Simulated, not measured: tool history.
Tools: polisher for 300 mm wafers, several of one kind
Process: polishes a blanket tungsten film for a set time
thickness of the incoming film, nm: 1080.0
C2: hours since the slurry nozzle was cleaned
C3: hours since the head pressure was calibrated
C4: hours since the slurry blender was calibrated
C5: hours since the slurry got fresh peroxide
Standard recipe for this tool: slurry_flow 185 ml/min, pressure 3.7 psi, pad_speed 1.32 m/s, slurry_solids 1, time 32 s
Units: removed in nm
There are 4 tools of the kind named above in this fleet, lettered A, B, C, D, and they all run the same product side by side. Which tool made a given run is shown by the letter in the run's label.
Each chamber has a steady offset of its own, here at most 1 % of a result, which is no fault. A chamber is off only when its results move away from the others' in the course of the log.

At hour 0.6: chamber A: slurry blender recalibrated.
At hour 6.7: chamber D: worn pad replaced by a new one.
Run 1B, hour 9.4: usual settings; wafers polished on this pad 397; C2 338.7; C3 547.1; C4 151.6; C5 17.4. Result: removed 234.71 nm.
At hour 11.6: chamber C: slurry blender recalibrated.
Run 2A, hour 24.5: usual settings; wafers polished on this pad 1175; C2 300.1; C3 215.6; C4 24.0; C5 34.2. Result: removed 239.50 nm.
Run 3C, hour 35.6: usual settings; wafers polished on this pad 820; C2 198.1; C3 257.3; C4 24.0; C5 128.0. Result: removed 236.90 nm.
At hour 36.6: chamber A: worn pad replaced by a new one.
Run 4D, hour 42.3: usual settings; wafers polished on this pad 414; C2 295.8; C3 542.5; C4 52.3; C5 117.3. Result: removed 235.69 nm.
At hour 52.0: chamber A: slurry nozzle cleaned.
At hour 55.6: chamber B: worn pad replaced by a new one.
Run 5C, hour 56.5: usual settings; wafers polished on this pad 1062; C2 219.0; C3 278.2; C4 44.9; C5 148.9. Result: removed 235.69 nm.
Run 6B, hour 66.6: usual settings; wafers polished on this pad 128; C2 395.9; C3 604.3; C4 208.8; C5 74.6. Result: removed 236.83 nm.
Run 7A, hour 74.2: usual settings; wafers polished on this pad 436; C2 22.3; C3 265.3; C4 73.7; C5 83.9. Result: removed 240.31 nm.
At hour 81.7: chamber D: worn pad replaced by a new one.
At hour 83.3: chamber D: slurry tank refilled with fresh slurry and peroxide.
At hour 83.7: chamber B: slurry blender recalibrated.
Run 8D, hour 85.4: usual settings; wafers polished on this pad 43; C2 338.9; C3 585.6; C4 95.4; C5 2.1. Result: removed 239.71 nm.
Run 9A, hour 98.7: usual settings; wafers polished on this pad 720; C2 46.8; C3 289.8; C4 98.2; C5 108.4. Result: removed 237.08 nm.
At hour 102.5: chamber C: slurry nozzle cleaned.
At hour 102.5: chamber C: slurry tank refilled with fresh slurry and peroxide.
Run 10C, hour 106.1: usual settings; wafers polished on this pad 1638; C2 3.7; C3 327.8; C4 94.5; C5 3.6. Result: removed 241.24 nm.
At hour 117.4: chamber A: slurry tank refilled with fresh slurry and peroxide.
Run 11B, hour 118.9: usual settings; wafers polished on this pad 735; C2 448.2; C3 656.6; C4 35.2; C5 126.9. Result: removed 236.96 nm.
At hour 123.9: chamber B: worn pad replaced by a new one.
Run 12D, hour 134.4: usual settings but slurry_flow 205 ml/min, pressure 4.2 psi; wafers polished on this pad 612; C2 387.9; C3 634.6; C4 144.4; C5 51.1. Result: removed 275.63 nm.
At hour 137.5: chamber B: slurry tank refilled with fresh slurry and peroxide.
At hour 147.5: chamber A: worn pad replaced by a new one.
Run 13B, hour 149.0: usual settings but slurry_flow 205 ml/min, pressure 4.2 psi; wafers polished on this pad 291; C2 478.3; C3 686.7; C4 65.3; C5 11.5. Result: removed 275.74 nm.
At hour 160.6: chamber C: slurry blender recalibrated.
Run 14A, hour 161.5: usual settings but slurry_flow 205 ml/min, pressure 4.2 psi; wafers polished on this pad 163; C2 109.6; C3 352.6; C4 161.0; C5 44.1. Result: removed 271.96 nm.
At hour 165.1: chamber D: worn pad replaced by a new one.
Run 15D, hour 168.9: usual settings but slurry_flow 205 ml/min, pressure 4.2 psi; wafers polished on this pad 44; C2 422.4; C3 669.1; C4 178.9; C5 85.6. Result: removed 269.90 nm.
Run 16C, hour 184.4: usual settings; wafers polished on this pad 2546; C2 82.0; C3 406.1; C4 23.9; C5 81.9. Result: removed 235.45 nm.
Run 17B, hour 198.0: usual settings; wafers polished on this pad 859; C2 527.3; C3 735.7; C4 114.3; C5 60.5. Result: removed 242.11 nm.
At hour 202.9: chamber B: worn pad replaced by a new one.
At hour 204.1: chamber B: head pressure recalibrated.
Run 18D, hour 213.5: usual settings; wafers polished on this pad 561; C2 467.0; C3 713.7; C4 223.5; C5 130.2. Result: removed 238.38 nm.
Run 19C, hour 222.1: usual settings but slurry_flow 125 ml/min; wafers polished on this pad 2984; C2 119.7; C3 443.8; C4 61.6; C5 119.6. Result: removed 217.62 nm.
At hour 224.3: chamber A: slurry tank refilled with fresh slurry and peroxide.
At hour 229.3: chamber B: slurry nozzle cleaned.
At hour 233.3: chamber D: worn pad replaced by a new one.
Run 20A, hour 235.4: usual settings but slurry_flow 125 ml/min; wafers polished on this pad 1020; C2 183.5; C3 426.5; C4 234.9; C5 11.1. Result: removed 222.15 nm.
Run 21C, hour 244.9: usual settings but slurry_flow 125 ml/min; wafers polished on this pad 3248; C2 142.5; C3 466.6; C4 84.4; C5 142.4. Result: removed 212.03 nm.
Run 22B, hour 256.8: usual settings but slurry_flow 125 ml/min; wafers polished on this pad 626; C2 27.5; C3 52.8; C4 173.1; C5 119.3. Result: removed 217.37 nm.
At hour 259.4: chamber D: slurry tank refilled with fresh slurry and peroxide.
At hour 266.2: chamber A: worn pad replaced by a new one.
Run 23D, hour 269.3: usual settings; wafers polished on this pad 418; C2 522.8; C3 769.5; C4 279.3; C5 9.9. Result: removed 236.98 nm.
At hour 270.7: chamber B: slurry tank refilled with fresh slurry and peroxide.
At hour 270.9: chamber C: slurry tank refilled with fresh slurry and peroxide.
At hour 282.3: chamber B: slurry blender recalibrated.
At hour 283.2: chamber C: slurry blender recalibrated.
Run 24A, hour 283.6: usual settings but slurry_flow 235 ml/min, pad_speed 0.94 m/s; wafers polished on this pad 202; C2 231.7; C3 474.7; C4 283.1; C5 59.3. Result: removed 173.41 nm.
At hour 285.6: chamber D: slurry blender recalibrated.
At hour 286.7: chamber B: worn pad replaced by a new one.
Run 25A, hour 294.0: usual settings but slurry_flow 235 ml/min, pad_speed 0.94 m/s; wafers polished on this pad 322; C2 242.1; C3 485.1; C4 293.5; C5 69.7. Result: removed 169.87 nm.
At hour 300.6: chamber D: worn pad replaced by a new one.
Run 26C, hour 306.1: usual settings but slurry_flow 235 ml/min, pad_speed 0.94 m/s; wafers polished on this pad 3958; C2 203.7; C3 527.8; C4 23.0; C5 35.2. Result: removed 165.35 nm.
Run 27B, hour 321.4: usual settings but slurry_flow 235 ml/min, pad_speed 0.94 m/s; wafers polished on this pad 402; C2 92.1; C3 117.4; C4 39.2; C5 50.7. Result: removed 173.26 nm.
Run 28D, hour 335.6: usual settings; wafers polished on this pad 406; C2 589.1; C3 835.8; C4 50.0; C5 76.2. Result: removed 235.93 nm.
Run 29B, hour 350.0: usual settings; wafers polished on this pad 734; C2 120.7; C3 146.0; C4 67.8; C5 79.3. Result: removed 238.95 nm.
Run 30D, hour 358.7: usual settings; wafers polished on this pad 674; C2 612.2; C3 858.9; C4 73.1; C5 99.3. Result: removed 238.38 nm.
Run 31C, hour 367.6: usual settings; wafers polished on this pad 4672; C2 265.2; C3 589.3; C4 84.5; C5 96.7. Result: removed 220.07 nm.

Has any chamber moved away from the others, gradually or after a service, or does the common gauge drift, or do the chambers differ only by their own small steady offsets? State the chamber and the most likely cause if one applies.

Little by little, chamber C moves away from the other chambers.
What lies behind it: removal rate lost through wear of the pad, % = 9.25.
From this log alone, it may not be told apart from: slurry flow missing at the pad, %; head's pressure below its setpoint, %.

Which of the 4 candidates below, each the usual settings with something changed and its results left as question marks, puts chamber C back in line with what the other chambers give on the usual settings?
A result is in line if it is within this distance of the other chambers' mean on the usual settings: removed 6.80 nm
Run 32C-1, hour 378.9: usual settings but pressure 3.5 psi, pad_speed 1.26 m/s. Result: removed ?.
Run 32C-2, hour 378.9: usual settings but pad_speed 1.44 m/s, time 35 s. Result: removed ?.
Run 32C-3, hour 378.9: usual settings but pressure 3.5 psi, pad_speed 1.24 m/s, time 30 s. Result: removed ?.
Run 32C-4, hour 378.9: usual settings but pressure 3.8 psi, pad_speed 1.36 m/s, time 33 s. Result: removed ?.

The mean the other chambers reach with the usual settings: removed 237.51 nm
  run  removed
32C-1   195.19
32C-2   258.51
32C-3   180.04
32C-4   236.26
With 32C-4, the chamber falls back in line with the rest.

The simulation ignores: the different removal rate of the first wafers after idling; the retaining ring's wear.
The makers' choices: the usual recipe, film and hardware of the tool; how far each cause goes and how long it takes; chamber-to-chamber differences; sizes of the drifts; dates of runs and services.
